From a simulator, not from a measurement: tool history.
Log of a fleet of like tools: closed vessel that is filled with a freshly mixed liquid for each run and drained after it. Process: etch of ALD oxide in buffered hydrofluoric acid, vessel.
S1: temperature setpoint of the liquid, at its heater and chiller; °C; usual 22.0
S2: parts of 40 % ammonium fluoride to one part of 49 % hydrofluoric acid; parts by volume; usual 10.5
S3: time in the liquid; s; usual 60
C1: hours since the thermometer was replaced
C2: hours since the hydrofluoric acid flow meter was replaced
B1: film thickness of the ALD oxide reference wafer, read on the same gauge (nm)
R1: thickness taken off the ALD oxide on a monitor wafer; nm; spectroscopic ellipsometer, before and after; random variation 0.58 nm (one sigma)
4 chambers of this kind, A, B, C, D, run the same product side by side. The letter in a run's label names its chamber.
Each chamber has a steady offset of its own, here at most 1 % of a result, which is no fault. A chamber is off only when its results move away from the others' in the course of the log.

run   hour    S1    S2  S3      C1      C2       B1      R1
 1B    7.9  22.0  10.5  60   375.4   688.0  100.000  63.758
 2D   12.9  22.0  10.5  60   913.6   831.8   99.999  63.550
 3C   20.0  22.0  10.5  60    28.1  1787.8  100.010  63.635
 4A   24.7  22.0  10.5  60   469.8  1057.9   99.989  63.468
      25.1  -- chamber D: hydrofluoric acid flow meter replaced
 5B   32.8  22.0  10.5  60   400.3   712.9   99.978  64.130
 6C   37.6  22.0  10.5  60    45.7  1805.4  100.010  64.502
 7A   43.4  22.0  10.5  60   488.5  1076.6   99.992  64.667
 8D   50.4  22.0  10.5  60   951.1    25.4   99.979  62.707
 9C   58.0  22.0  10.5  60    66.1  1825.8   99.991  64.343
10D   65.4  22.0  10.5  60   966.1    40.4   99.996  64.162
11A   69.0  22.0  10.5  60   514.1  1102.2   99.999  63.812
12B   73.9  22.0  10.5  90   441.4   754.0   99.979  96.364
13B   81.0  22.0  10.5  90   448.5   761.1  100.010  94.863
14A   87.1  22.0  10.5  90   532.2  1120.3  100.020  95.296
15D   91.9  22.0  10.5  90   992.6    66.9   99.976  94.678
16C   97.9  22.0  10.5  60   106.0  1865.7  100.010  64.379
17C  103.4  22.0  10.5  60   111.5  1871.2  100.010  63.574
18A  110.9  22.0  10.5  60   556.0  1144.1  100.010  63.901
19D  116.3  22.0  10.5  60  1017.0    91.3   99.985  64.939
20B  124.0  22.0  10.5  60   491.5   804.1  100.020  63.414
21C  130.8  22.0  10.5  60   138.9  1898.6  100.010  63.937
22B  137.3  22.0  10.5  60   504.8   817.4   99.996  63.882
23A  143.2  25.5  10.5  35   588.3  1176.4  100.020  44.892
24D  150.4  25.5  10.5  35  1051.1   125.4  100.000  45.497
25A  157.8  25.5  10.5  35   602.9  1191.0  100.000  44.479
26B  165.9  25.5  10.5  35   533.4   846.0   99.991  45.983
27D  171.8  22.0  10.5  50  1072.5   146.8  100.010  53.825
28C  175.8  22.0  10.5  50   183.9  1943.6   99.995  53.747
29D  183.1  22.0  10.5  50  1083.8   158.1   99.983  53.025

Is one chamber off against the others, does the gauge drift, or is nothing wrong? If a chamber is off, say which, and what the likeliest cause is.

No chamber stands off beyond its own small offset, and the gauge holds steady.
